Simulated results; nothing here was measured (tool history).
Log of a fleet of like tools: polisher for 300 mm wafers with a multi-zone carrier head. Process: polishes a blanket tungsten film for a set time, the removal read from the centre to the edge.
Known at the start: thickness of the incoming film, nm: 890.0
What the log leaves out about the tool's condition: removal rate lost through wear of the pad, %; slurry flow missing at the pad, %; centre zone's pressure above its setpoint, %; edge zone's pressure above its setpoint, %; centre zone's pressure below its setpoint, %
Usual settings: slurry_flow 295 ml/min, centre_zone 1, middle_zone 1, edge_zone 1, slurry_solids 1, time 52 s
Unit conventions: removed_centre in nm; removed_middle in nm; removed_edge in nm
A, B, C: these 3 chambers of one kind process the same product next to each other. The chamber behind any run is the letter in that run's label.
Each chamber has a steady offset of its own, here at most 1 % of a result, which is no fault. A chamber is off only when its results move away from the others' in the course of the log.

run,hour,slurry_flow,centre_zone,middle_zone,edge_zone,slurry_solids,time,wafers polished on this pad,hours since the slurry nozzle was cleaned,hours since the centre zone pressure was calibrated,hours since the edge zone pressure was calibrated,removed_centre,removed_middle,removed_edge
1C,6.6,295,1,1,1,1,52,332,635.9,151.8,360.2,279.06,286.95,275.59
2A,18.9,295,1,1,1,1,52,679,21.4,172.3,111.3,278.03,276.92,275.03
3B,30,295,1,1,1,1,52,634,51.3,457.4,436.7,282.44,275.09,276.68
4A,38.7,295,1,1,1,1,52,896,41.2,192.1,131.1,274.6,276.02,277.29
# hour 43.4: chamber A: worn pad replaced by a new one
5C,49.1,295,1,1,1,1,52,797,678.4,194.3,402.7,285.26,277.39,278.24
# hour 53.2: chamber B: worn pad replaced by a new one
6B,56,295,1,1,1,1,52,31,77.3,483.4,462.7,277.76,274.75,277.31
7C,66.5,295,1,1,1,1,52,988,695.8,211.7,420.1,276.53,281.89,275.01
8A,79.4,295,1,1,1,1,52,395,81.9,232.8,171.8,279.46,276.25,278.39
9B,88.7,295,1,1,1,1,52,389,110,516.1,495.4,282.61,277.71,276.74
10B,100.9,295,1,1,1,1,52,523,122.2,528.3,507.6,275.99,273.93,275.98
11C,107.5,295,1,1,1,0.75,52,1437,736.8,252.7,461.1,251.88,254.6,255.82
# hour 121.1: chamber B: worn pad replaced by a new one
12A,121.5,295,1,1,1,0.75,52,856,124,274.9,213.9,263.18,260.72,257.41
13C,131.3,295,1,1,1,0.75,52,1697,760.6,276.5,484.9,256.63,259.7,252.53
# hour 141.1: chamber A: worn pad replaced by a new one
14A,143.4,295,1,1.06,1,1.2,52,25,145.9,296.8,235.8,291.15,300.97,285.18
15B,153.6,295,1,1.06,1,1.2,52,356,174.9,581,560.3,293.22,299.15,287.99
16C,160.7,295,1,1.06,1,1.2,52,2019,790,305.9,514.3,283.4,298.78,279.52
17B,167.8,295,1,1,1,1,52,512,189.1,595.2,574.5,276.74,273.76,279.85
18A,174.6,295,1,1,1,1,52,367,177.1,328,267,273.82,276.82,277.74
19A,182.8,295,1,1,1,1,52,456,185.3,336.2,275.2,284.54,272.06,275.52
# hour 184.5: chamber A: centre zone pressure recalibrated
# hour 191.2: chamber B: worn pad replaced by a new one
20C,194.8,295,1,1,1,0.9,52,2393,824.1,340,548.4,258.68,264.39,260.34
# hour 196.3: chamber C: slurry nozzle cleaned
# hour 202.2: chamber B: edge zone pressure recalibrated
21B,203.7,295,1,1,1,0.9,52,137,225,631.1,1.6,272.97,268.28,270.17
22A,210.2,295,1,1,1,0.9,52,757,212.7,25.7,302.6,271.77,270.39,271.69
23B,224.8,295,1,1,1,1,52,368,246.1,652.2,22.7,276.2,266.28,276.68
# hour 225.6: chamber B: centre zone pressure recalibrated
# hour 227.8: chamber B: slurry nozzle cleaned
# hour 228.1: chamber A: worn pad replaced by a new one
24C,237.9,295,1,1,1,1,52,2865,41.6,383.1,591.5,258.88,270.94,262.91
25C,251.3,295,1,1,1,1,52,3012,55,396.5,604.9,257.38,268.24,261.98
26A,260.6,295,1,1.04,1,0.85,52,356,263.1,76.1,353,269.31,276.16,266.7
# hour 265.2: chamber B: worn pad replaced by a new one
27B,274.5,295,1,1.04,1,0.85,52,102,46.8,49,72.4,265.87,274.92,264.29
28B,287,295,1,1.04,1,0.85,52,239,59.3,61.5,84.9,265.76,279.65,265.9
29C,295,295,1,1,1,1,52,3490,98.7,440.2,648.6,251.26,262.43,256.11

The same settings go to every chamber for the next run, one line per chamber below. Forecast the results for each:
30A,305.5,295,1,1,1,1,52,,,,,?,?,?
30B,305.5,295,1,1,1,1,52,,,,,?,?,?
30C,305.5,295,1,1,1,1,52,,,,,?,?,?

run,removed_centre,removed_middle,removed_edge
30A,278.06,273.46,274.35
30B,277.92,276.31,277.01
30C,256.74,256.79,255.31

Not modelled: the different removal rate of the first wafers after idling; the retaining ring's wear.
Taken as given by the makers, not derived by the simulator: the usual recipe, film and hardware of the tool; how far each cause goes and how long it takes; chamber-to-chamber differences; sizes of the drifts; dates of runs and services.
